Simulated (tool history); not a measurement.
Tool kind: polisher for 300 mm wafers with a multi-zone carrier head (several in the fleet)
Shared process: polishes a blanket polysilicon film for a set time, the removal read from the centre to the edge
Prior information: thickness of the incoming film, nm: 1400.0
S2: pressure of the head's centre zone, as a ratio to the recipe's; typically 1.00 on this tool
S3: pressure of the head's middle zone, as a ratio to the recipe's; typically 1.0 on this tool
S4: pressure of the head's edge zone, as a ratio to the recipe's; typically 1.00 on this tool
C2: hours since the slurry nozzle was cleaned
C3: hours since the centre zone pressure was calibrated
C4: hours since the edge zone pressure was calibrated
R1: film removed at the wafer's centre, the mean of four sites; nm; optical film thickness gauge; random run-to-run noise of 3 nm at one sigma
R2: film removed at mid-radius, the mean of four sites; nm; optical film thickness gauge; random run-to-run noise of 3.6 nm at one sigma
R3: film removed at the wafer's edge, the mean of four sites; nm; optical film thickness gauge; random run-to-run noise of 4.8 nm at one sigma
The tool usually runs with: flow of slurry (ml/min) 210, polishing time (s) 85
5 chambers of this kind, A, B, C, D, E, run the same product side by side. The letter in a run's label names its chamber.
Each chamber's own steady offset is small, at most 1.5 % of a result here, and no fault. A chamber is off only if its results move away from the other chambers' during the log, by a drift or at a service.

At hour 1.8: chamber D: centre zone pressure recalibrated.
Run 1A, hour 3.4: usual settings; wafers polished on this pad 191; C2 230.6; C3 616.3; C4 832.6. Result: R1 425.98 nm, R2 421.13 nm, R3 428.62 nm.
Run 2D, hour 6.4: usual settings; wafers polished on this pad 210; C2 451.3; C3 4.6; C4 223.2. Result: R1 426.41 nm, R2 421.14 nm, R3 435.22 nm.
Run 3E, hour 9.6: usual settings; wafers polished on this pad 630; C2 746.7; C3 351.4; C4 260.0. Result: R1 426.40 nm, R2 423.51 nm, R3 424.12 nm.
At hour 10.8: chamber B: edge zone pressure recalibrated.
Run 4B, hour 12.2: usual settings; wafers polished on this pad 142; C2 245.1; C3 46.9; C4 1.4. Result: R1 435.23 nm, R2 432.48 nm, R3 433.46 nm.
At hour 14.8: chamber E: worn pad replaced by a new one.
Run 5C, hour 15.6: usual settings; wafers polished on this pad 405; C2 409.9; C3 411.0; C4 1187.9. Result: R1 426.47 nm, R2 428.20 nm, R3 426.83 nm.
Run 6B, hour 20.2: usual settings; wafers polished on this pad 228; C2 253.1; C3 54.9; C4 9.4. Result: R1 426.25 nm, R2 428.72 nm, R3 440.98 nm.
Run 7E, hour 23.7: usual settings but S2 1.08, polishing time (s) 103; wafers polished on this pad 95; C2 760.8; C3 365.5; C4 274.1. Result: R1 561.86 nm, R2 509.99 nm, R3 514.84 nm.
Run 8C, hour 27.6: usual settings but S2 1.08, polishing time (s) 103; wafers polished on this pad 534; C2 421.9; C3 423.0; C4 1199.9. Result: R1 558.22 nm, R2 521.69 nm, R3 514.90 nm.
Run 9A, hour 32.5: usual settings but S2 1.08, polishing time (s) 103; wafers polished on this pad 502; C2 259.7; C3 645.4; C4 861.7. Result: R1 567.73 nm, R2 520.29 nm, R3 520.28 nm.
Run 10D, hour 35.5: usual settings but S2 1.08, polishing time (s) 103; wafers polished on this pad 522; C2 480.4; C3 33.7; C4 252.3. Result: R1 557.30 nm, R2 522.49 nm, R3 513.68 nm.
Run 11B, hour 40.2: usual settings but S2 1.08, polishing time (s) 103; wafers polished on this pad 442; C2 273.1; C3 74.9; C4 29.4. Result: R1 562.51 nm, R2 515.00 nm, R3 518.85 nm.
At hour 43.3: chamber C: worn pad replaced by a new one.
Run 12D, hour 43.5: usual settings; wafers polished on this pad 607; C2 488.4; C3 41.7; C4 260.3. Result: R1 428.78 nm, R2 424.40 nm, R3 430.34 nm.
Run 13E, hour 45.9: usual settings; wafers polished on this pad 333; C2 783.0; C3 387.7; C4 296.3. Result: R1 434.74 nm, R2 422.48 nm, R3 427.27 nm.
At hour 47.0: chamber B: worn pad replaced by a new one.
At hour 48.8: chamber D: slurry nozzle cleaned.
Run 14A, hour 50.2: usual settings; wafers polished on this pad 691; C2 277.4; C3 663.1; C4 879.4. Result: R1 436.34 nm, R2 426.36 nm, R3 418.64 nm.
Run 15C, hour 52.5: usual settings; wafers polished on this pad 99; C2 446.8; C3 447.9; C4 1224.8. Result: R1 427.24 nm, R2 422.97 nm, R3 425.14 nm.
Run 16C, hour 56.4: usual settings; wafers polished on this pad 140; C2 450.7; C3 451.8; C4 1228.7. Result: R1 419.02 nm, R2 420.44 nm, R3 427.37 nm.
At hour 57.8: chamber A: worn pad replaced by a new one.
Run 17B, hour 59.4: usual settings but polishing time (s) 95; wafers polished on this pad 133; C2 292.3; C3 94.1; C4 48.6. Result: R1 479.77 nm, R2 484.25 nm, R3 474.16 nm.
Run 18D, hour 62.0: usual settings but polishing time (s) 95; wafers polished on this pad 805; C2 13.2; C3 60.2; C4 278.8. Result: R1 469.44 nm, R2 476.83 nm, R3 486.63 nm.
Run 19A, hour 65.1: usual settings but polishing time (s) 95; wafers polished on this pad 78; C2 292.3; C3 678.0; C4 894.3. Result: R1 483.92 nm, R2 480.92 nm, R3 470.80 nm.
At hour 66.5: chamber C: edge zone pressure recalibrated.
Run 20E, hour 67.7: usual settings but polishing time (s) 95; wafers polished on this pad 566; C2 804.8; C3 409.5; C4 318.1. Result: R1 480.37 nm, R2 474.98 nm, R3 485.50 nm.
Run 21A, hour 70.0: usual settings but polishing time (s) 95; wafers polished on this pad 131; C2 297.2; C3 682.9; C4 899.2. Result: R1 488.73 nm, R2 480.72 nm, R3 475.99 nm.
Run 22C, hour 73.4: usual settings; wafers polished on this pad 322; C2 467.7; C3 468.8; C4 6.9. Result: R1 419.50 nm, R2 423.17 nm, R3 422.18 nm.
At hour 76.4: chamber E: worn pad replaced by a new one.
Run 23D, hour 78.1: usual settings but S4 1.04; wafers polished on this pad 977; C2 29.3; C3 76.3; C4 294.9. Result: R1 421.66 nm, R2 427.19 nm, R3 446.09 nm.
Run 24B, hour 81.1: usual settings but S4 1.04; wafers polished on this pad 365; C2 314.0; C3 115.8; C4 70.3. Result: R1 431.12 nm, R2 436.62 nm, R3 442.73 nm.
Run 25E, hour 85.4: usual settings but S4 1.04; wafers polished on this pad 96; C2 822.5; C3 427.2; C4 335.8. Result: R1 432.23 nm, R2 429.85 nm, R3 430.53 nm.
At hour 88.5: chamber D: worn pad replaced by a new one.
Run 26A, hour 89.5: usual settings but S4 1.04; wafers polished on this pad 339; C2 316.7; C3 702.4; C4 918.7. Result: R1 435.17 nm, R2 429.30 nm, R3 446.96 nm.
Run 27E, hour 94.1: usual settings but S4 1.04; wafers polished on this pad 189; C2 831.2; C3 435.9; C4 344.5. Result: R1 430.52 nm, R2 422.35 nm, R3 431.13 nm.
Run 28B, hour 97.4: usual settings but S3 1.1, S4 1.06; wafers polished on this pad 539; C2 330.3; C3 132.1; C4 86.6. Result: R1 423.00 nm, R2 468.01 nm, R3 448.32 nm.
At hour 97.5: chamber B: worn pad replaced by a new one.
Run 29D, hour 100.0: usual settings but S3 1.1, S4 1.06; wafers polished on this pad 123; C2 51.2; C3 98.2; C4 316.8. Result: R1 422.44 nm, R2 462.71 nm, R3 446.26 nm.
Run 30C, hour 102.4: usual settings but S3 1.1, S4 1.06; wafers polished on this pad 632; C2 496.7; C3 497.8; C4 35.9. Result: R1 411.52 nm, R2 450.10 nm, R3 430.66 nm.
Run 31C, hour 106.2: usual settings but S3 1.1, S4 1.06; wafers polished on this pad 673; C2 500.5; C3 501.6; C4 39.7. Result: R1 412.91 nm, R2 447.95 nm, R3 438.72 nm.
At hour 106.3: chamber C: worn pad replaced by a new one.
Run 32D, hour 110.9: usual settings but S3 1.1, S4 1.06; wafers polished on this pad 240; C2 62.1; C3 109.1; C4 327.7. Result: R1 426.27 nm, R2 461.99 nm, R3 445.66 nm.
Run 33A, hour 114.3: usual settings; wafers polished on this pad 604; C2 341.5; C3 727.2; C4 943.5. Result: R1 432.93 nm, R2 428.58 nm, R3 427.94 nm.
Run 34B, hour 117.0: usual settings; wafers polished on this pad 208; C2 349.9; C3 151.7; C4 106.2. Result: R1 425.99 nm, R2 430.21 nm, R3 428.81 nm.
Run 35E, hour 121.7: usual settings but S2 1.07; wafers polished on this pad 484; C2 858.8; C3 463.5; C4 372.1. Result: R1 464.82 nm, R2 425.65 nm, R3 421.80 nm.
Run 36A, hour 124.1: usual settings but S2 1.07; wafers polished on this pad 709; C2 351.3; C3 737.0; C4 953.3. Result: R1 464.75 nm, R2 426.31 nm, R3 422.88 nm.
Run 37C, hour 127.2: usual settings but S2 1.07; wafers polished on this pad 223; C2 521.5; C3 522.6; C4 60.7. Result: R1 433.28 nm, R2 403.81 nm, R3 412.12 nm.
Run 38E, hour 131.9: usual settings but S2 1.07; wafers polished on this pad 593; C2 869.0; C3 473.7; C4 382.3. Result: R1 464.93 nm, R2 422.93 nm, R3 429.85 nm.
Run 39D, hour 135.2: usual settings but S2 1.07; wafers polished on this pad 499; C2 86.4; C3 133.4; C4 352.0. Result: R1 455.91 nm, R2 426.70 nm, R3 434.33 nm.
Run 40B, hour 138.2: usual settings; wafers polished on this pad 435; C2 371.1; C3 172.9; C4 127.4. Result: R1 421.85 nm, R2 432.39 nm, R3 429.58 nm.

One chamber off, gauge drift, or nothing amiss beyond the chambers' own small offsets? If it is a chamber, which one, and what is the likeliest cause?

Little by little, chamber C moves away from the other chambers.
Most likely cause: slurry flow missing at the pad, % = 31.6.

Here are 4 candidates for chamber C's next run, each the usual settings with a change, their results left as question marks. Which one brings its results back in line with what the others give on the usual settings?
Maximum distance from the other chambers' mean on the usual settings for a result to count as in line: R1 11.00 nm; R2 13.00 nm; R3 17.00 nm
Run 41C-1, hour 141.7: usual settings but S2 1.01, polishing time (s) 86. Result: R1 ?, R2 ?, R3 ?.
Run 41C-2, hour 141.7: usual settings but flow of slurry (ml/min) 205, S2 0.98, S4 1.01, polishing time (s) 81. Result: R1 ?, R2 ?, R3 ?.
Run 41C-3, hour 141.7: usual settings but flow of slurry (ml/min) 215, S2 1.02, S4 0.99, polishing time (s) 89. Result: R1 ?, R2 ?, R3 ?.
Run 41C-4, hour 141.7: usual settings but S2 0.99, polishing time (s) 84. Result: R1 ?, R2 ?, R3 ?.

On the usual settings, the other chambers give on average: R1 427.40 nm; R2 426.47 nm; R3 427.58 nm
  run      R1      R2      R3
41C-1  406.40  408.67  410.73
41C-2  368.09  383.09  387.50
41C-3  427.47  424.89  424.26
41C-4  388.22  399.21  401.18
41C-3 brings the chamber back in line.
